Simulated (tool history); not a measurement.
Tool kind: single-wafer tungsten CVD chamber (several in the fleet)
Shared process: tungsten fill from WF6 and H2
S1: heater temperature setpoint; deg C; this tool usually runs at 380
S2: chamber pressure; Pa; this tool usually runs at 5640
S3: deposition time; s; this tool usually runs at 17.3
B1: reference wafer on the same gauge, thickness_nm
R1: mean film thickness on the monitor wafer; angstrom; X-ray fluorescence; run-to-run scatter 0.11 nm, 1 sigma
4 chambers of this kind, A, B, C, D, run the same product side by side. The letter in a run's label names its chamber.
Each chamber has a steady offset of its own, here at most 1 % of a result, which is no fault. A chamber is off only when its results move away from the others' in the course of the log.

run 1A day=0.458 | S1=380 S2=5640 S3=17.3 | B1=35.911 | R1=404.2
run 2C day=1.112 | S1=380 S2=5640 S3=17.3 | B1=35.934 | R1=398.09
run 3B day=1.746 | S1=380 S2=5640 S3=17.3 | B1=35.905 | R1=398.27
run 4D day=2.188 | S1=380 S2=5640 S3=17.3 | B1=35.899 | R1=401.48
run 5D day=2.829 | S1=380 S2=5640 S3=17.3 | B1=35.927 | R1=401.55
run 6A day=3.362 | S1=371 S2=4920 S3=17.3 | B1=35.88 | R1=310.7
run 7B day=3.95 | S1=371 S2=4920 S3=17.3 | B1=35.911 | R1=309.97
run 8C day=4.304 | S1=371 S2=4920 S3=17.3 | B1=35.912 | R1=313.39
run 9C day=4.642 | S1=371 S2=4920 S3=17.3 | B1=35.884 | R1=311.34
run 10B day=5.012 | S1=380 S2=5640 S3=17.3 | B1=35.914 | R1=399.45
run 11A day=5.467 | S1=380 S2=5640 S3=17.3 | B1=35.902 | R1=402.71
run 12D day=5.979 | S1=380 S2=5640 S3=17.3 | B1=35.901 | R1=402.51
run 13D day=6.529 | S1=385 S2=5640 S3=17.3 | B1=35.901 | R1=443.91
run 14C day=7.208 | S1=385 S2=5640 S3=17.3 | B1=35.937 | R1=441.61
run 15A day=7.588 | S1=385 S2=5640 S3=17.3 | B1=35.914 | R1=446.56
-- day=7.604 chamber B: capacitance manometer re-zeroed and calibrated
run 16B day=7.912 | S1=385 S2=5640 S3=17.3 | B1=35.895 | R1=441.69
run 17C day=8.417 | S1=380 S2=5640 S3=17.3 | B1=35.918 | R1=401.87
run 18B day=8.842 | S1=380 S2=5640 S3=14.4 | B1=35.899 | R1=332.35
run 19A day=9.296 | S1=380 S2=5640 S3=14.4 | B1=35.898 | R1=335.19
run 20D day=9.696 | S1=380 S2=5640 S3=14.4 | B1=35.917 | R1=335.58
run 21D day=10.171 | S1=380 S2=5640 S3=14.4 | B1=35.906 | R1=334.05
run 22C day=10.604 | S1=380 S2=4266 S3=18.5 | B1=35.897 | R1=376.72
run 23A day=10.975 | S1=380 S2=4266 S3=18.5 | B1=35.907 | R1=378.41
run 24B day=11.375 | S1=380 S2=4266 S3=18.5 | B1=35.9 | R1=373.99
run 25C day=11.762 | S1=380 S2=4266 S3=18.5 | B1=35.872 | R1=374.27
run 26A day=12.258 | S1=380 S2=5640 S3=17.3 | B1=35.906 | R1=404.29
run 27B day=12.917 | S1=380 S2=5640 S3=17.3 | B1=35.892 | R1=398.04
run 28D day=13.533 | S1=380 S2=5640 S3=17.3 | B1=35.892 | R1=401.03
run 29D day=13.846 | S1=380 S2=5640 S3=17.3 | B1=35.897 | R1=400.89
run 30B day=14.212 | S1=372 S2=5640 S3=19.9 | B1=35.921 | R1=386.59
run 31C day=14.642 | S1=372 S2=5640 S3=19.9 | B1=35.914 | R1=390.64
run 32A day=15.071 | S1=372 S2=5640 S3=19.9 | B1=35.893 | R1=398.2
run 33C day=15.596 | S1=372 S2=5640 S3=19.9 | B1=35.923 | R1=391.13
run 34A day=16.133 | S1=380 S2=5640 S3=17.3 | B1=35.871 | R1=408.09
run 35D day=16.483 | S1=380 S2=6239 S3=17.3 | B1=35.914 | R1=419.9
run 36B day=16.954 | S1=380 S2=6239 S3=17.3 | B1=35.874 | R1=415.5
run 37C day=17.538 | S1=380 S2=6239 S3=17.3 | B1=35.895 | R1=418.42
run 38A day=18.012 | S1=380 S2=6239 S3=17.3 | B1=35.908 | R1=427.96
run 39B day=18.633 | S1=385 S2=5640 S3=18.8 | B1=35.915 | R1=479.63
run 40D day=19.125 | S1=385 S2=5640 S3=18.8 | B1=35.915 | R1=484.64
run 41D day=19.45 | S1=385 S2=5640 S3=18.8 | B1=35.905 | R1=483.03
run 42A day=20.008 | S1=385 S2=5640 S3=18.8 | B1=35.871 | R1=493.38
run 43C day=20.383 | S1=380 S2=5640 S3=17.3 | B1=35.902 | R1=401.12

Predict what each chamber gives when all 4 of them run the settings below next.
run 44A day=20.883 | S1=380 S2=6906 S3=17.3 | R1=?
run 44B day=20.883 | S1=380 S2=6906 S3=17.3 | R1=?
run 44C day=20.883 | S1=380 S2=6906 S3=17.3 | R1=?
run 44D day=20.883 | S1=380 S2=6906 S3=17.3 | R1=?

run=44A R1=450.42
run=44B R1=434.47
run=44C R1=438.25
run=44D R1=441.25

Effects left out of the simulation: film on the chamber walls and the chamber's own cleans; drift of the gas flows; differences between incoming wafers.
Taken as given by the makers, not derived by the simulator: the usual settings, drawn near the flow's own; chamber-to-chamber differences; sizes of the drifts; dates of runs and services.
